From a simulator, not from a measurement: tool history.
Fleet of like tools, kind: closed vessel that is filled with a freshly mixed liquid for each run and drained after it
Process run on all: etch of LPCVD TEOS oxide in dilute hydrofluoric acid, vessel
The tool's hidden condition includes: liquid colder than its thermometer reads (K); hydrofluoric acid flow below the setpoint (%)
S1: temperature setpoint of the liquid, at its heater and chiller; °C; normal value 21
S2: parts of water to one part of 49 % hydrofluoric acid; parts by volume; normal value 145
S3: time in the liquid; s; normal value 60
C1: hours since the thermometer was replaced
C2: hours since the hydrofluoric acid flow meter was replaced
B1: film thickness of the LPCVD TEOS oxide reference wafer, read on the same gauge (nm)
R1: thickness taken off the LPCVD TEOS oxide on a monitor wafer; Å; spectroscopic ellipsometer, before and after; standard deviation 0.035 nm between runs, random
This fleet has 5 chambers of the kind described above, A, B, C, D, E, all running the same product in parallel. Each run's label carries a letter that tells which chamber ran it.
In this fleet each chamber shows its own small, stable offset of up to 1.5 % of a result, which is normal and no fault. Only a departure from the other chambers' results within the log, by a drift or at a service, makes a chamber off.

run     day  S1   S2  S3      C1      C2      B1      R1
 1A   0.358  21  145  60    2494   318.9  79.983  58.723
 2E   0.738  21  145  60   488.8   491.5  80.059  58.125
 3C   1.125  21  145  60   472.3   991.3  80.032  58.592
 4D   1.512  21  145  60  1435.1    1136   79.99  58.619
 5B   2.088  21  145  60   154.4   528.9  80.045  58.445
 6E   2.629  21  145  60   534.2   536.9  79.987  57.883
      3.058  -- chamber A: thermometer replaced
 7C   3.175  21  145  60   521.5  1040.5  79.972  58.949
 8A   3.517  21  145  60      11   394.7   79.97  58.688
 9D   4.025  24  145  60  1495.4  1196.3   79.99  66.107
10B   4.396  24  145  60   209.8   584.3  80.019  65.243
11B   4.879  24  145  60   221.4   595.9  79.994   65.24
12E   5.304  24  145  60   598.4   601.1  80.069  65.906
      5.388  -- chamber E: hydrofluoric acid flow meter replaced
13D     5.8  24  145  60    1538  1238.9  80.025  65.971
14A   6.108  21  145  60    73.2   456.9  80.027  58.909
15C   6.688  21  120  75   605.8  1124.8  80.038  89.437
16A   7.271  21  120  75   101.1   484.8  80.026   92.26
17E   7.638  21  120  75   654.4      54  80.018  91.115
18B   7.908  21  120  75   294.1   668.6   79.96  90.184
19C   8.338  21  120  75   645.4  1164.4  79.988  90.907
20D   8.617  21  145  60  1605.6  1306.5  79.977  58.634
21B   8.908  21  145  60   318.1   692.6  80.035  56.798
22C   9.208  21  145  60   666.3  1185.3  79.949  58.319
23E     9.8  21  145  60   706.3   105.9  80.054  57.779
24A  10.296  21  145  60   173.7   557.4  80.021  58.917
25D  10.575  21  145  60  1652.6  1353.5  79.968  58.593
26C  10.867  21  145  60   706.1  1225.1  80.018  58.909
27E  11.438  23  145  75   745.6   145.2  79.987  77.683
28D  11.979  23  145  75  1686.3  1387.2  79.993  79.445
29B  12.346  23  145  75   400.6   775.1  80.039  77.285
30A   12.85  23  145  75     235   618.7  79.977  79.481
31E  13.333  23  145  75   791.1   190.7  80.014  78.221
32C  13.625  21  145  60   772.3  1291.3  79.987  58.806
33B  13.979  21  145  60   439.8   814.3  79.972  57.118
34D  14.521  21  145  60  1747.3  1448.2  79.953  58.881
35A  14.792  21  145  60   281.6   665.3   80.05  58.774
36E  15.121  21  145  60     834   233.6  80.005  57.933
37B  15.671  21  145  60   480.4   854.9  80.005  56.302
38D  16.275  21  105  60  1789.4  1490.3  79.949  85.408
39A  16.554  21  105  60   323.9   707.6  80.049  85.453

The same settings go to every chamber for the next run, one line per chamber below. Forecast the results for each:
40A  16.988  21  145  60               ?
40B  16.988  21  145  60               ?
40C  16.988  21  145  60               ?
40D  16.988  21  145  60               ?
40E  16.988  21  145  60               ?

run      R1
40A  59.314
40B  56.721
40C  58.029
40D  58.451
40E  57.812
